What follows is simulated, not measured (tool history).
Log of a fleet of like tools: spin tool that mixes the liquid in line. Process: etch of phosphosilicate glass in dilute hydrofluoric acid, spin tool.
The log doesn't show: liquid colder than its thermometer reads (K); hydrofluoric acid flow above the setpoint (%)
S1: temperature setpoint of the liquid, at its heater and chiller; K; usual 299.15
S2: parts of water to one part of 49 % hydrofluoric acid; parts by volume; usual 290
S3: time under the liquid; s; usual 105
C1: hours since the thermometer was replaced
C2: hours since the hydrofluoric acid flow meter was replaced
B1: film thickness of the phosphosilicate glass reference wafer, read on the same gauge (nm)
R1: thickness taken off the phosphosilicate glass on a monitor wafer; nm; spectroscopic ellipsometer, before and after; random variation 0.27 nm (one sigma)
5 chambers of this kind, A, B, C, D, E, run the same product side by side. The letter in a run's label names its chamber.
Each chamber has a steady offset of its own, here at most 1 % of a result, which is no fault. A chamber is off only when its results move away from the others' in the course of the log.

run,hour,S1,S2,S3,C1,C2,B1,R1
1D,4.9,299.15,290,105,643.9,288.3,90.01,32.579
2A,8.7,299.15,290,105,494.4,328.5,90.04,32.814
3C,13.9,299.15,290,105,1314.9,1048.3,89.97,32.586
4E,16.7,299.15,290,105,830.3,661.7,90.009,32.559
5B,22.5,299.15,290,105,540,254.9,90.005,32.767
6D,27.6,299.15,290,105,666.6,311,90.002,32.221
7A,33,299.15,290,105,518.7,352.8,90.012,32.73
8E,37.5,299.15,290,105,851.1,682.5,89.98,32.892
9C,41.2,299.15,290,105,1342.2,1075.6,89.991,33.218
10B,46,299.15,290,105,563.5,278.4,89.994,32.723
11C,51.5,303.65,290,130,1352.5,1085.9,90.001,47.509
12D,57.9,303.65,290,130,696.9,341.3,89.996,47.097
13A,63.2,303.65,290,130,548.9,383,90.011,46.751
14E,67.9,303.65,290,130,881.5,712.9,90.007,46.742
15B,74.2,303.65,290,130,591.7,306.6,89.992,46.971
16E,79.8,299.15,345,105,893.4,724.8,89.984,25.877
17B,83.5,299.15,345,105,601,315.9,90.003,26.004
18C,86.5,299.15,345,105,1387.5,1120.9,89.97,26.601
19D,92.9,299.15,345,105,731.9,376.3,90.012,25.664
20A,97.3,299.15,345,105,583,417.1,90.012,25.86
21C,100.7,299.15,290,105,1401.7,1135.1,90.015,34.118
22A,105.3,301.65,290,60,591,425.1,89.989,20.01
# hour 108.2: chamber A: thermometer replaced
23D,110,301.65,290,60,749,393.4,90.033,20.332
24B,114,301.65,290,60,631.5,346.4,89.976,20.775
25E,117.7,301.65,290,60,931.3,762.7,90.008,20.138
26D,120.8,301.65,290,60,759.8,404.2,90.018,20.53
27B,126.2,299.15,290,105,643.7,358.6,89.991,33.156
28A,131.7,299.15,290,105,23.6,451.5,90.037,32.942
29E,135.6,299.15,290,105,949.2,780.6,90.039,32.907
30C,138.8,299.15,290,105,1439.8,1173.2,90.022,34.375
31D,143.9,299.15,290,105,782.9,427.3,90.003,32.24

Next, every chamber runs the same settings. What will each give?
32A,148.5,295.65,290,105,,,,?
32B,148.5,295.65,290,105,,,,?
32C,148.5,295.65,290,105,,,,?
32D,148.5,295.65,290,105,,,,?
32E,148.5,295.65,290,105,,,,?

run,R1
32A,28.902
32B,29.199
32C,30.854
32D,28.459
32E,28.831
